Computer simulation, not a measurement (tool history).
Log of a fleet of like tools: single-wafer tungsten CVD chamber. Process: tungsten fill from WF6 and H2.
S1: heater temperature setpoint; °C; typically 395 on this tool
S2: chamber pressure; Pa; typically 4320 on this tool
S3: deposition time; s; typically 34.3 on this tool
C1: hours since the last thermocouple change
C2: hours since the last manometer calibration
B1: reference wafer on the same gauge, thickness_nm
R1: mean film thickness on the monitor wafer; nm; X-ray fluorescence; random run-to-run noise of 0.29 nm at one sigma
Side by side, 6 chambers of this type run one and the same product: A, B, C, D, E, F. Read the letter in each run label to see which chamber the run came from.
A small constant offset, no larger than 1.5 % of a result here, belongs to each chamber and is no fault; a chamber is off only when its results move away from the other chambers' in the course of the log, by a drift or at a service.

run     day   S1    S2    S3      C1      C2      B1       R1
 1C   0.483  395  4320  34.3   432.0  1017.9  108.76   92.971
 2F   1.104  395  4320  34.3   182.2  1334.5  108.73   94.807
 3A   1.558  395  4320  34.3  1092.2  1088.2  108.71   95.130
 4B   2.154  395  4320  34.3   997.7   840.2  108.72   93.887
 5E   2.758  395  4320  34.3   706.0  1423.3  108.72   93.953
      2.975  -- chamber C: capacitance manometer re-zeroed and calibrated
 6D   3.200  395  4320  34.3   981.9   743.6  108.65   93.732
 7D   3.588  395  4320  34.3   991.2   752.9  108.72   93.493
 8F   3.888  395  4320  34.3   249.0  1401.3  108.68   94.886
 9E   4.221  395  4320  30.8   741.1  1458.4  108.70   83.981
10A   4.692  395  4320  30.8  1167.4  1163.4  108.68   84.985
11B   5.000  395  4320  30.8  1066.0   908.5  108.76   84.216
12C   5.608  395  4320  30.8   555.0    63.3  108.74   83.577
13F   6.233  395  4320  30.8   305.3  1457.6  108.73   85.279
      6.492  -- chamber E: capacitance manometer re-zeroed and calibrated
14D   6.800  395  4320  30.8  1068.3   830.0  108.69   83.542
15B   7.238  395  4320  34.3  1119.7   962.2  108.75   93.621
16C   7.696  395  4320  34.3   605.1   113.4  108.67   93.088
17A   8.200  395  4320  34.3  1251.6  1247.6  108.66   95.442
18E   8.575  395  4320  34.3   845.6    50.1  108.72   91.438
19D   9.138  395  3946  34.3  1124.4   886.1  108.66   89.970
20F   9.771  395  3946  34.3   390.2  1542.5  108.60   90.926
21E  10.304  395  3946  34.3   887.1    91.6  108.72   88.205
22C  10.721  395  3946  34.3   677.7   186.0  108.76   89.029
23B  11.312  395  3946  34.3  1217.5  1060.0  108.74   89.952
24A  11.625  395  3946  34.3  1333.8  1329.8  108.73   91.034
25E  12.262  395  4320  34.3   934.1   138.6  108.77   91.793
26C  12.883  395  4320  34.3   729.6   237.9  108.81   93.305
27D  13.400  395  4320  34.3  1226.7   988.4  108.72   94.182
28B  14.038  390  4320  34.3  1282.9  1125.4  108.67   85.255
29A  14.346  390  4320  34.3  1399.1  1395.1  108.65   86.090
30F  14.788  390  4320  34.3   510.6  1662.9  108.76   85.642
31B  15.442  390  4320  34.3  1316.6  1159.1  108.76   85.754
32D  16.029  390  4320  34.3  1289.8  1051.5  108.67   84.971
33A  16.342  390  4320  34.3  1447.0  1443.0  108.62   86.754
34C  16.800  395  5226  30.9   823.6   331.9  108.69   91.949
35F  17.454  395  5226  30.9   574.6  1726.9  108.65   93.647
36E  18.021  395  5226  30.9  1072.3   276.8  108.72   90.214
37E  18.392  395  5226  30.9  1081.2   285.7  108.78   90.347
38F  18.917  395  5226  30.9   609.7  1762.0  108.80   93.380
     19.192  -- chamber D: capacitance manometer re-zeroed and calibrated
39B  19.254  395  5226  30.9  1408.1  1250.6  108.63   92.216
40D  19.929  395  4320  34.3  1383.4    17.7  108.72   93.460
41A  20.233  395  3826  40.8  1540.4  1536.4  108.74  107.060

Each of the 6 chambers runs these same settings next. Fill in every chamber's results:
42A  20.717  395  4320  34.3               ?
42B  20.717  395  4320  34.3               ?
42C  20.717  395  4320  34.3               ?
42D  20.717  395  4320  34.3               ?
42E  20.717  395  4320  34.3               ?
42F  20.717  395  4320  34.3               ?

run      R1
42A  95.620
42B  94.039
42C  92.969
42D  93.975
42E  91.534
42F  94.902
